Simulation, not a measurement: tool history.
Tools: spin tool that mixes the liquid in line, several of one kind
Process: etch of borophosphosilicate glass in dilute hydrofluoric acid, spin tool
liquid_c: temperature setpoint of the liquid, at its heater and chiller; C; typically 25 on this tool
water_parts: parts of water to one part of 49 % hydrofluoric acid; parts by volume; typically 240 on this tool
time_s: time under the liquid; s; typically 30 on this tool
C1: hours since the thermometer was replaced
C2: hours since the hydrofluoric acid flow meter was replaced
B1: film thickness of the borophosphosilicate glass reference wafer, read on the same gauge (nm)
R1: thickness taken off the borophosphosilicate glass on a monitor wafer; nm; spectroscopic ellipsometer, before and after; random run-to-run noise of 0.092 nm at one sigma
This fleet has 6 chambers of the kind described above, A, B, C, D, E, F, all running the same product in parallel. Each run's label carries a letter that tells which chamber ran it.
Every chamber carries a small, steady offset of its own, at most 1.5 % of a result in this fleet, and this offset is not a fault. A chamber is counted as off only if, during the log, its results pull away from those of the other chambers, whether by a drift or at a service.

run 1B day=0.225 | liquid_c=25 water_parts=240 time_s=30 | C1=519.5 C2=1030.1 | B1=150.02 | R1=9.4954
run 2F day=0.517 | liquid_c=25 water_parts=240 time_s=30 | C1=716.2 C2=1402.5 | B1=150.03 | R1=9.3962
run 3A day=0.892 | liquid_c=25 water_parts=240 time_s=30 | C1=1057.7 C2=777.2 | B1=150.03 | R1=9.7668
run 4C day=1.171 | liquid_c=25 water_parts=240 time_s=30 | C1=579.3 C2=1889.7 | B1=150 | R1=9.5378
run 5E day=1.554 | liquid_c=25 water_parts=240 time_s=30 | C1=77.3 C2=589.6 | B1=150.01 | R1=9.51
run 6D day=1.971 | liquid_c=25 water_parts=240 time_s=30 | C1=213.3 C2=1287.5 | B1=149.99 | R1=9.349
run 7C day=2.408 | liquid_c=25 water_parts=240 time_s=30 | C1=609 C2=1919.4 | B1=150 | R1=9.4724
run 8D day=2.812 | liquid_c=25 water_parts=240 time_s=30 | C1=233.5 C2=1307.7 | B1=150.01 | R1=9.2356
run 9F day=3.2 | liquid_c=25 water_parts=240 time_s=30 | C1=780.6 C2=1466.9 | B1=150 | R1=9.6491
run 10B day=3.6 | liquid_c=25 water_parts=240 time_s=30 | C1=600.5 C2=1111.1 | B1=150 | R1=9.3957
-- day=3.742 chamber D: hydrofluoric acid flow meter replaced
run 11E day=3.975 | liquid_c=25 water_parts=240 time_s=30 | C1=135.4 C2=647.7 | B1=150.02 | R1=9.3642
run 12A day=4.375 | liquid_c=25 water_parts=240 time_s=30 | C1=1141.3 C2=860.8 | B1=149.97 | R1=9.59
run 13A day=4.754 | liquid_c=25 water_parts=240 time_s=30 | C1=1150.4 C2=869.9 | B1=149.98 | R1=9.551
run 14E day=5.038 | liquid_c=25 water_parts=240 time_s=30 | C1=160.9 C2=673.2 | B1=150.03 | R1=9.5866
run 15B day=5.408 | liquid_c=22 water_parts=180 time_s=30 | C1=643.9 C2=1154.5 | B1=150.02 | R1=12.07
run 16D day=5.754 | liquid_c=22 water_parts=180 time_s=30 | C1=304.1 C2=48.4 | B1=149.99 | R1=12.027
run 17C day=6.179 | liquid_c=22 water_parts=180 time_s=30 | C1=699.5 C2=2009.9 | B1=149.97 | R1=11.988
run 18F day=6.621 | liquid_c=22 water_parts=180 time_s=30 | C1=862.7 C2=1549 | B1=149.95 | R1=12.06
run 19C day=7.021 | liquid_c=22 water_parts=180 time_s=30 | C1=719.7 C2=2030.1 | B1=150.02 | R1=12.193
run 20B day=7.258 | liquid_c=22 water_parts=180 time_s=30 | C1=688.3 C2=1198.9 | B1=149.99 | R1=11.602
run 21A day=7.496 | liquid_c=25 water_parts=240 time_s=30 | C1=1216.2 C2=935.7 | B1=149.99 | R1=9.6377
run 22F day=7.846 | liquid_c=25 water_parts=240 time_s=30 | C1=892.1 C2=1578.4 | B1=150.02 | R1=9.5402
run 23D day=8.138 | liquid_c=25 water_parts=240 time_s=30 | C1=361.3 C2=105.6 | B1=150.02 | R1=9.5851
run 24E day=8.392 | liquid_c=25 water_parts=240 time_s=30 | C1=241.4 C2=753.7 | B1=149.96 | R1=9.5498
run 25A day=8.85 | liquid_c=25 water_parts=240 time_s=30 | C1=1248.7 C2=968.2 | B1=149.98 | R1=9.668
run 26F day=9.242 | liquid_c=25 water_parts=240 time_s=30 | C1=925.6 C2=1611.9 | B1=149.98 | R1=9.4177
run 27B day=9.542 | liquid_c=25 water_parts=240 time_s=30 | C1=743.1 C2=1253.7 | B1=150 | R1=9.1845
run 28C day=9.771 | liquid_c=25 water_parts=240 time_s=30 | C1=785.7 C2=2096.1 | B1=149.96 | R1=9.3477
-- day=10.092 chamber A: thermometer replaced
run 29D day=10.133 | liquid_c=25 water_parts=240 time_s=30 | C1=409.2 C2=153.5 | B1=150.05 | R1=9.4764
-- day=10.354 chamber F: thermometer replaced
run 30E day=10.396 | liquid_c=25 water_parts=240 time_s=30 | C1=289.5 C2=801.8 | B1=149.98 | R1=9.3192
run 31D day=10.812 | liquid_c=25 water_parts=240 time_s=30 | C1=425.5 C2=169.8 | B1=150 | R1=9.5701
run 32E day=11.233 | liquid_c=25 water_parts=240 time_s=30 | C1=309.6 C2=821.9 | B1=149.99 | R1=9.6786
run 33F day=11.488 | liquid_c=25 water_parts=240 time_s=30 | C1=27.3 C2=1665.8 | B1=149.98 | R1=9.6264
run 34C day=11.912 | liquid_c=25 water_parts=240 time_s=30 | C1=837.1 C2=2147.5 | B1=149.97 | R1=9.3298
run 35A day=12.325 | liquid_c=25 water_parts=240 time_s=30 | C1=53.7 C2=1051.6 | B1=149.97 | R1=9.5591
run 36B day=12.671 | liquid_c=25 water_parts=240 time_s=30 | C1=818.2 C2=1328.8 | B1=150 | R1=8.944
run 37F day=12.996 | liquid_c=25 water_parts=240 time_s=30 | C1=63.5 C2=1702 | B1=149.99 | R1=9.5818
run 38B day=13.242 | liquid_c=25 water_parts=240 time_s=30 | C1=831.9 C2=1342.5 | B1=149.99 | R1=8.8258

For the next run the whole fleet of 6 chambers uses the same settings. Give each chamber's results:
run 39A day=13.575 | liquid_c=25 water_parts=240 time_s=30 | R1=?
run 39B day=13.575 | liquid_c=25 water_parts=240 time_s=30 | R1=?
run 39C day=13.575 | liquid_c=25 water_parts=240 time_s=30 | R1=?
run 39D day=13.575 | liquid_c=25 water_parts=240 time_s=30 | R1=?
run 39E day=13.575 | liquid_c=25 water_parts=240 time_s=30 | R1=?
run 39F day=13.575 | liquid_c=25 water_parts=240 time_s=30 | R1=?

run=39A R1=9.658
run=39B R1=8.8712
run=39C R1=9.4793
run=39D R1=9.5216
run=39E R1=9.5984
run=39F R1=9.4937

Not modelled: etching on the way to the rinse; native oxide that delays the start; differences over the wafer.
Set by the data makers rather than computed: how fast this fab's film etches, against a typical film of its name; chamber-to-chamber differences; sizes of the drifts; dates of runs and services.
